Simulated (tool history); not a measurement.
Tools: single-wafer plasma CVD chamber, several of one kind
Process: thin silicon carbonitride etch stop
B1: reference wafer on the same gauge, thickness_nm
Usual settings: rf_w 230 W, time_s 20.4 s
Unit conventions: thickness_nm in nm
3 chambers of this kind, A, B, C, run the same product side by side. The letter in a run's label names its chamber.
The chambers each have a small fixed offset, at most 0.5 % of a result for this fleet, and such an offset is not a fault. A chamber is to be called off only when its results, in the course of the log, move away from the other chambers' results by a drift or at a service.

{"run": "1C", "hour": 4.2, "rf_w": 230, "time_s": 20.4, "B1": 11.203, "thickness_nm": 12.174}
{"run": "2B", "hour": 11.0, "rf_w": 230, "time_s": 20.4, "B1": 11.196, "thickness_nm": 12.119}
{"run": "3A", "hour": 18.8, "rf_w": 230, "time_s": 20.4, "B1": 11.196, "thickness_nm": 12.061}
{"run": "4C", "hour": 25.2, "rf_w": 230, "time_s": 20.4, "B1": 11.201, "thickness_nm": 12.103}
{"run": "5A", "hour": 30.3, "rf_w": 230, "time_s": 20.4, "B1": 11.191, "thickness_nm": 12.202}
{"run": "6B", "hour": 37.9, "rf_w": 230, "time_s": 20.4, "B1": 11.195, "thickness_nm": 12.187}
{"run": "7A", "hour": 44.6, "rf_w": 230, "time_s": 20.4, "B1": 11.198, "thickness_nm": 12.075}
{"run": "8B", "hour": 51.1, "rf_w": 190, "time_s": 20.4, "B1": 11.204, "thickness_nm": 11.55}
{"run": "9C", "hour": 57.0, "rf_w": 190, "time_s": 20.4, "B1": 11.215, "thickness_nm": 11.524}
{"run": "10B", "hour": 61.6, "rf_w": 190, "time_s": 20.4, "B1": 11.188, "thickness_nm": 11.411}
{"run": "11A", "hour": 68.4, "rf_w": 230, "time_s": 20.4, "B1": 11.192, "thickness_nm": 12.037}
{"run": "12C", "hour": 72.2, "rf_w": 230, "time_s": 20.4, "B1": 11.193, "thickness_nm": 12.168}
{"run": "13C", "hour": 77.8, "rf_w": 230, "time_s": 20.4, "B1": 11.188, "thickness_nm": 12.235}
{"run": "14B", "hour": 82.8, "rf_w": 230, "time_s": 20.4, "B1": 11.201, "thickness_nm": 12.117}
{"run": "15A", "hour": 90.9, "rf_w": 230, "time_s": 20.4, "B1": 11.187, "thickness_nm": 12.068}
{"run": "16A", "hour": 98.6, "rf_w": 230, "time_s": 20.4, "B1": 11.184, "thickness_nm": 12.083}
{"run": "17C", "hour": 103.7, "rf_w": 230, "time_s": 20.4, "B1": 11.207, "thickness_nm": 12.224}
{"run": "18B", "hour": 112.4, "rf_w": 230, "time_s": 20.4, "B1": 11.21, "thickness_nm": 12.123}
{"run": "19A", "hour": 120.4, "rf_w": 230, "time_s": 20.4, "B1": 11.192, "thickness_nm": 12.039}
{"run": "20C", "hour": 128.4, "rf_w": 230, "time_s": 20.4, "B1": 11.202, "thickness_nm": 12.045}
{"run": "21B", "hour": 132.4, "rf_w": 230, "time_s": 20.4, "B1": 11.194, "thickness_nm": 12.146}
{"run": "22C", "hour": 138.3, "rf_w": 230, "time_s": 20.4, "B1": 11.215, "thickness_nm": 12.193}
{"run": "23A", "hour": 143.8, "rf_w": 230, "time_s": 20.4, "B1": 11.211, "thickness_nm": 12.052}
{"run": "24B", "hour": 150.3, "rf_w": 230, "time_s": 20.4, "B1": 11.184, "thickness_nm": 12.199}
{"run": "25B", "hour": 157.6, "rf_w": 230, "time_s": 20.4, "B1": 11.192, "thickness_nm": 12.163}
{"run": "26C", "hour": 166.2, "rf_w": 230, "time_s": 20.4, "B1": 11.197, "thickness_nm": 12.149}
{"run": "27A", "hour": 173.0, "rf_w": 230, "time_s": 20.4, "B1": 11.195, "thickness_nm": 12.047}
{"run": "28C", "hour": 177.2, "rf_w": 230, "time_s": 20.4, "B1": 11.189, "thickness_nm": 12.239}
{"run": "29B", "hour": 185.0, "rf_w": 230, "time_s": 20.4, "B1": 11.198, "thickness_nm": 12.113}
{"run": "30A", "hour": 193.5, "rf_w": 260, "time_s": 19, "B1": 11.205, "thickness_nm": 11.691}
{"run": "31C", "hour": 198.6, "rf_w": 260, "time_s": 19, "B1": 11.197, "thickness_nm": 11.834}
{"run": "32A", "hour": 205.0, "rf_w": 260, "time_s": 19, "B1": 11.207, "thickness_nm": 11.68}
{"run": "33B", "hour": 210.1, "rf_w": 230, "time_s": 20.4, "B1": 11.198, "thickness_nm": 12.154}
{"run": "34C", "hour": 218.1, "rf_w": 230, "time_s": 20.4, "B1": 11.197, "thickness_nm": 12.136}
{"run": "35A", "hour": 224.6, "rf_w": 230, "time_s": 20.4, "B1": 11.195, "thickness_nm": 12.063}
{"run": "36B", "hour": 233.2, "rf_w": 205, "time_s": 19, "B1": 11.214, "thickness_nm": 10.95}
{"run": "37A", "hour": 241.7, "rf_w": 205, "time_s": 19, "B1": 11.202, "thickness_nm": 10.855}
{"run": "38B", "hour": 248.7, "rf_w": 205, "time_s": 19, "B1": 11.2, "thickness_nm": 10.92}
{"run": "39C", "hour": 252.9, "rf_w": 230, "time_s": 20.4, "B1": 11.208, "thickness_nm": 12.17}
{"run": "40A", "hour": 259.0, "rf_w": 230, "time_s": 20.4, "B1": 11.204, "thickness_nm": 12.153}
{"run": "41C", "hour": 263.9, "rf_w": 265, "time_s": 22.3, "B1": 11.209, "thickness_nm": 13.836}
{"run": "42B", "hour": 268.2, "rf_w": 265, "time_s": 22.3, "B1": 11.194, "thickness_nm": 13.949}

Decide between three cases: one chamber stands off from its peers, the gauge reading all wafers drifts, or nothing is wrong past each chamber's small offset. Where a chamber is off, say which and what most likely put it there.

All chambers stay in line apart from their small fixed offsets, and the gauge does not drift.

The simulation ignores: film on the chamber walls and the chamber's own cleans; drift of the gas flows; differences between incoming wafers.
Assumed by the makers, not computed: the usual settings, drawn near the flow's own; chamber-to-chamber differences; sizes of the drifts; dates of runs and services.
